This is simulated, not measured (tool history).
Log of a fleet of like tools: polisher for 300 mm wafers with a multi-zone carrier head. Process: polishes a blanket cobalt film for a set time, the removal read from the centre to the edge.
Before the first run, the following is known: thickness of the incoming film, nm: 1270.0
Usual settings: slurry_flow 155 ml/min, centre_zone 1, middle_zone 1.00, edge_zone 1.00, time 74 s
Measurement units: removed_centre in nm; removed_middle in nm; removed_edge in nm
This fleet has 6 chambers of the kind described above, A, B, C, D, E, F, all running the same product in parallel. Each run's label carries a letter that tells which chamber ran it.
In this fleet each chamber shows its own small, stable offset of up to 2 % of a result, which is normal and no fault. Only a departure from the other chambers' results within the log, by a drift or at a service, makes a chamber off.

run   hour  slurry_flow  centre_zone  middle_zone  edge_zone  time  wafers polished on this pad  hours since the slurry nozzle was cleaned  hours since the centre zone pressure was calibrated  hours since the edge zone pressure was calibrated  removed_centre  removed_middle  removed_edge
 1D    4.2          155            1         1.00       1.00    74                          349                                       63.5                                               1215.1                                             1049.1          530.68          530.77        531.26
 2F    7.2          155            1         1.00       1.00    74                          396                                       77.4                                                286.0                                              809.9          523.65          531.53        520.31
       9.9  -- chamber A: worn pad replaced by a new one
 3B   11.0          155            1         1.00       1.00    74                          444                                      103.4                                                193.9                                               95.1          527.10          522.75        521.03
 4E   14.4          155            1         1.00       1.00    74                          579                                      872.6                                                 50.1                                              689.4          533.49          519.07        530.72
      15.4  -- chamber E: slurry nozzle cleaned
 5C   17.2          155            1         1.00       1.00    74                          550                                      656.9                                                191.3                                              645.2          522.71          518.49        517.40
 6A   21.7          155            1         1.00       1.00    74                           71                                       80.0                                                823.8                                              971.2          526.79          532.46        519.15
 7E   25.7          155            1         1.00       1.00    74                          648                                       10.3                                                 61.4                                              700.7          532.02          523.73        520.65
 8C   28.7          155            1         1.00       1.00    74                          620                                      668.4                                                202.8                                              656.7          526.53          515.89        529.78
 9F   31.5          155            1         0.96       1.00    87                          544                                      101.7                                                310.3                                              834.2          605.17          609.56        619.94
10A   33.6          155            1         0.96       1.00    87                          144                                       91.9                                                835.7                                              983.1          608.94          606.26        606.93
11B   38.0          155            1         0.96       1.00    87                          608                                      130.4                                                220.9                                              122.1          623.73          597.51        633.85
12D   40.0          155            1         0.96       1.00    87                          567                                       99.3                                               1250.9                                             1084.9          610.67          594.89        605.59
13E   43.4          155            1         0.96       1.00    87                          756                                       28.0                                                 79.1                                              718.4          614.93          594.81        628.56
14C   47.3          155            1         0.96       1.00    87                          733                                      687.0                                                221.4                                              675.3          614.98          591.06        615.88
15D   51.3          155            1         1.00       1.00    74                          636                                      110.6                                               1262.2                                             1096.2          520.72          535.75        517.84
16B   55.1          155            1         1.00       1.00    74                          712                                      147.5                                                238.0                                              139.2          528.86          525.20        523.32
      56.9  -- chamber D: worn pad replaced by a new one
17A   58.4          155            1         1.00       1.00    74                          295                                      116.7                                                860.5                                             1007.9          526.29          532.63        508.82
18F   60.6          200            1         1.00       0.88    74                          722                                      130.8                                                339.4                                              863.3          543.42          554.01        508.11
      62.2  -- chamber E: worn pad replaced by a new one
19E   64.4          200            1         1.00       0.88    74                           13                                       49.0                                                100.1                                              739.4          560.08          543.36        506.18
20A   67.1          200            1         1.00       0.88    74                          348                                      125.4                                                869.2                                             1016.6          547.18          548.59        496.77
21B   70.6          200            1         1.00       0.88    74                          807                                      163.0                                                253.5                                              154.7          549.27          546.69        515.88
22C   73.0          200            1         1.00       0.88    74                          889                                      712.7                                                247.1                                              701.0          542.24          545.32        511.43
23F   75.0          200            1         1.00       0.88    74                          809                                      145.2                                                353.8                                              877.7          550.45          555.72        506.45
24D   77.2          155            1         1.00       1.00    74                          123                                      136.5                                               1288.1                                             1122.1          526.32          537.85        531.54
25A   79.3          155            1         1.00       1.00    74                          422                                      137.6                                                881.4                                             1028.8          518.89          524.56        510.09
      80.1  -- chamber B: worn pad replaced by a new one
26C   81.3          155            1         1.00       1.00    74                          940                                      721.0                                                255.4                                              709.3          522.09          525.10        522.09
      82.1  -- chamber B: slurry nozzle cleaned
27D   84.1          155            1         1.00       1.00    74                          165                                      143.4                                               1295.0                                             1129.0          526.02          527.89        526.06
28F   87.0          155            1         1.00       1.00    74                          882                                      157.2                                                365.8                                              889.7          511.09          532.12        534.41
29E   91.3          155            1         0.95       1.00    74                          177                                       75.9                                                127.0                                              766.3          528.56          505.65        526.41
30B   94.7          155            1         0.95       1.00    74                           89                                       12.7                                                277.6                                              178.8          533.20          499.06        533.21
31D   98.2          155            1         0.95       1.00    74                          251                                      157.5                                               1309.1                                             1143.1          523.92          507.84        533.64
     100.3  -- chamber F: edge zone pressure recalibrated
32B  101.1          155            1         0.95       1.00    74                          128                                       19.1                                                284.0                                              185.2          529.59          507.80        522.19
33C  105.6          155            1         0.95       1.00    74                         1088                                      745.3                                                279.7                                              733.6          522.04          498.22        524.54
34A  109.8          155            1         0.95       1.00    74                          608                                      168.1                                                911.9                                             1059.3          531.52          499.60        511.37
35F  114.0          155            1         1.00       1.00    74                         1047                                      184.2                                                392.8                                               13.7          524.84          526.19        520.71
36E  117.8          155            1         1.00       1.00    74                          339                                      102.4                                                153.5                                              792.8          527.58          525.15        529.34
37E  121.7          155            1         1.00       1.00    74                          362                                      106.3                                                157.4                                              796.7          527.69          529.47        527.73
     122.7  -- chamber F: worn pad replaced by a new one
38A  124.3          155            1         1.00       1.00    74                          696                                      182.6                                                926.4                                             1073.8          525.20          531.22        514.89
39C  127.9          155            1         1.00       1.00    74                         1224                                      767.6                                                302.0                                              755.9          526.42          512.45        526.83
40D  130.7          155            1         1.00       1.00    74                          449                                      190.0                                               1341.6                                             1175.6          528.36          532.67        525.60
41B  134.2          195            1         1.00       1.00    66                          329                                       52.2                                                317.1                                              218.3          493.59          485.29        476.23
42F  137.0          195            1         1.00       1.00    66                           87                                      207.2                                                415.8                                               36.7          486.54          488.13        469.77
43D  141.4          195            1         1.00       1.00    66                          514                                      200.7                                               1352.3                                             1186.3          493.52          494.80        476.45

Next, all 6 chambers run the settings below, one line each with question marks for the results. What does each chamber give?
44A  144.7          155            1         1.11       1.00    74                                                                                                                                                                                               ?               ?             ?
44B  144.7          155            1         1.11       1.00    74                                                                                                                                                                                               ?               ?             ?
44C  144.7          155            1         1.11       1.00    74                                                                                                                                                                                               ?               ?             ?
44D  144.7          155            1         1.11       1.00    74                                                                                                                                                                                               ?               ?             ?
44E  144.7          155            1         1.11       1.00    74                                                                                                                                                                                               ?               ?             ?
44F  144.7          155            1         1.11       1.00    74                                                                                                                                                                                               ?               ?             ?

run  removed_centre  removed_middle  removed_edge
44A          524.32          583.66        521.71
44B          527.84          581.09        529.71
44C          530.22          574.47        531.76
44D          528.24          586.90        541.53
44E          532.73          574.17        529.27
44F          519.23          573.82        530.03
